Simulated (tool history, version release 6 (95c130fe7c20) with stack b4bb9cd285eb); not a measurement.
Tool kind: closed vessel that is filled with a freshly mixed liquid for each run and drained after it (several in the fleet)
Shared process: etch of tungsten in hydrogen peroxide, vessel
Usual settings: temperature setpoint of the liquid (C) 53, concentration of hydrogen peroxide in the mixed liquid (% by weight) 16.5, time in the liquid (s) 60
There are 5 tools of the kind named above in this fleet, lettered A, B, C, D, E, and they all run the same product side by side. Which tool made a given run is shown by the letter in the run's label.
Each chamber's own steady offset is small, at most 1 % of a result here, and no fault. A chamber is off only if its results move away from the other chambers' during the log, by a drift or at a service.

| run | hour | temperature setpoint of the liquid (C) | concentration of hydrogen peroxide in the mixed liquid (% by weight) | time in the liquid (s) | hours since the thermometer was replaced | hours since the peroxide flow meter was replaced | hours since the drum of peroxide was connected | read-back film thickness of the tungsten reference wafer, read on the same gauge (nm) | thickness taken off the tungsten on a monitor wafer (angstrom) |
|---|---|---|---|---|---|---|---|---|---|
| 1C | 12.7 | 53 | 16.5 | 60 | 1154.1 | 292.3 | 300.6 | 60.007 | 1046.00 |
| 2A | 25.5 | 53 | 16.5 | 60 | 1281.1 | 585.4 | 1083.9 | 59.991 | 1072.10 |
| 3E | 34.1 | 53 | 16.5 | 60 | 350.9 | 45.8 | 781.9 | 59.987 | 1047.00 |
| 4B | 45.3 | 53 | 16.5 | 60 | 1860.7 | 966.0 | 539.0 | 60.003 | 1061.80 |
| 5D | 58.0 | 53 | 16.5 | 60 | 578.1 | 1053.4 | 1220.2 | 59.997 | 1052.20 |
| 6E | 68.3 | 53 | 16.5 | 60 | 385.1 | 80.0 | 816.1 | 59.996 | 1042.80 |
| 7D | 81.7 | 53 | 16.5 | 60 | 601.8 | 1077.1 | 1243.9 | 59.998 | 1046.10 |
| 8A | 95.6 | 53 | 16.5 | 60 | 1351.2 | 655.5 | 1154.0 | 60.008 | 1072.30 |
| 9B | 105.9 | 53 | 16.5 | 60 | 1921.3 | 1026.6 | 599.6 | 60.002 | 1045.70 |
|  | 111.6 | chamber C: new drum of peroxide connected |
| 10C | 113.4 | 53 | 16.5 | 60 | 1254.8 | 393.0 | 1.8 | 60.009 | 1041.30 |
| 11E | 124.0 | 53 | 16.5 | 85 | 440.8 | 135.7 | 871.8 | 60.012 | 1480.90 |
| 12C | 136.6 | 53 | 16.5 | 85 | 1278.0 | 416.2 | 25.0 | 59.978 | 1496.50 |
| 13A | 149.3 | 53 | 16.5 | 85 | 1404.9 | 709.2 | 1207.7 | 60.008 | 1527.60 |
| 14D | 158.9 | 53 | 16.5 | 85 | 679.0 | 1154.3 | 1321.1 | 60.026 | 1503.10 |
| 15B | 172.4 | 53 | 16.5 | 85 | 1987.8 | 1093.1 | 666.1 | 59.976 | 1487.50 |
| 16B | 182.3 | 45 | 16.5 | 85 | 1997.7 | 1103.0 | 676.0 | 59.972 | 919.23 |
| 17D | 195.3 | 45 | 16.5 | 85 | 715.4 | 1190.7 | 1357.5 | 60.017 | 918.83 |
| 18A | 207.3 | 45 | 16.5 | 85 | 1462.9 | 767.2 | 1265.7 | 60.001 | 919.60 |
| 19E | 219.3 | 45 | 16.5 | 85 | 536.1 | 231.0 | 967.1 | 60.013 | 908.10 |
| 20C | 228.3 | 45 | 16.5 | 85 | 1369.7 | 507.9 | 116.7 | 59.987 | 922.33 |
| 21D | 238.9 | 53 | 16.5 | 60 | 759.0 | 1234.3 | 1401.1 | 59.998 | 1061.50 |
| 22B | 246.5 | 53 | 16.5 | 60 | 2061.9 | 1167.2 | 740.2 | 59.985 | 1044.50 |
| 23E | 258.4 | 53 | 16.5 | 60 | 575.2 | 270.1 | 1006.2 | 59.985 | 1048.60 |
| 24C | 268.4 | 61 | 14.0 | 60 | 1409.8 | 548.0 | 156.8 | 59.999 | 1533.00 |
| 25A | 278.4 | 61 | 14.0 | 60 | 1534.0 | 838.3 | 1336.8 | 60.002 | 1575.50 |
|  | 286.0 | chamber A: new drum of peroxide connected |
| 26D | 291.7 | 61 | 14.0 | 60 | 811.8 | 1287.1 | 1453.9 | 60.008 | 1567.40 |
| 27B | 298.7 | 61 | 14.0 | 60 | 2114.1 | 1219.4 | 792.4 | 59.971 | 1547.90 |
| 28C | 311.5 | 61 | 14.0 | 60 | 1452.9 | 591.1 | 199.9 | 60.003 | 1554.80 |
| 29A | 324.7 | 53 | 16.5 | 60 | 1580.3 | 884.6 | 38.7 | 59.985 | 1057.40 |
| 30E | 336.1 | 53 | 16.5 | 60 | 652.9 | 347.8 | 1083.9 | 59.978 | 1039.70 |
|  | 341.3 | chamber D: new drum of peroxide connected |
| 31E | 346.8 | 53 | 16.5 | 60 | 663.6 | 358.5 | 1094.6 | 59.988 | 1038.60 |
| 32A | 352.8 | 44 | 19.5 | 60 | 1608.4 | 912.7 | 66.8 | 60.011 | 663.65 |
| 33D | 359.0 | 44 | 19.5 | 60 | 879.1 | 1354.4 | 17.7 | 60.030 | 672.09 |
|  | 361.9 | chamber E: new drum of peroxide connected |
| 34C | 368.0 | 44 | 19.5 | 60 | 1509.4 | 647.6 | 256.4 | 60.002 | 654.14 |
| 35B | 379.2 | 44 | 19.5 | 60 | 2194.6 | 1299.9 | 872.9 | 60.021 | 655.03 |
| 36B | 387.8 | 44 | 19.5 | 60 | 2203.2 | 1308.5 | 881.5 | 60.002 | 651.12 |
| 37E | 398.3 | 53 | 16.5 | 60 | 715.1 | 410.0 | 36.5 | 60.002 | 1048.60 |
| 38A | 410.9 | 53 | 16.5 | 60 | 1666.5 | 970.8 | 124.9 | 60.001 | 1061.40 |
| 39C | 424.2 | 53 | 16.5 | 60 | 1565.6 | 703.8 | 312.6 | 59.988 | 1058.90 |
| 40D | 432.5 | 53 | 16.5 | 60 | 952.6 | 1427.9 | 91.2 | 60.018 | 1069.10 |
| 41E | 439.2 | 53 | 16.5 | 60 | 756.0 | 450.9 | 77.4 | 59.990 | 1050.40 |
|  | 444.9 | chamber C: new drum of peroxide connected |
| 42C | 451.1 | 53 | 16.5 | 60 | 1592.5 | 730.7 | 6.2 | 59.986 | 1029.30 |
| 43D | 459.4 | 53 | 16.5 | 60 | 979.5 | 1454.8 | 118.1 | 60.003 | 1061.40 |
| 44B | 469.5 | 61 | 16.5 | 60 | 2284.9 | 1390.2 | 963.2 | 59.993 | 1686.50 |

Is one chamber out of step, is the gauge drifting, or do the chambers differ by no more than their own small offsets? For an off chamber, give its letter and the likeliest cause.

Nothing is wrong: each chamber keeps only its own small, steady offset and the gauge holds still.

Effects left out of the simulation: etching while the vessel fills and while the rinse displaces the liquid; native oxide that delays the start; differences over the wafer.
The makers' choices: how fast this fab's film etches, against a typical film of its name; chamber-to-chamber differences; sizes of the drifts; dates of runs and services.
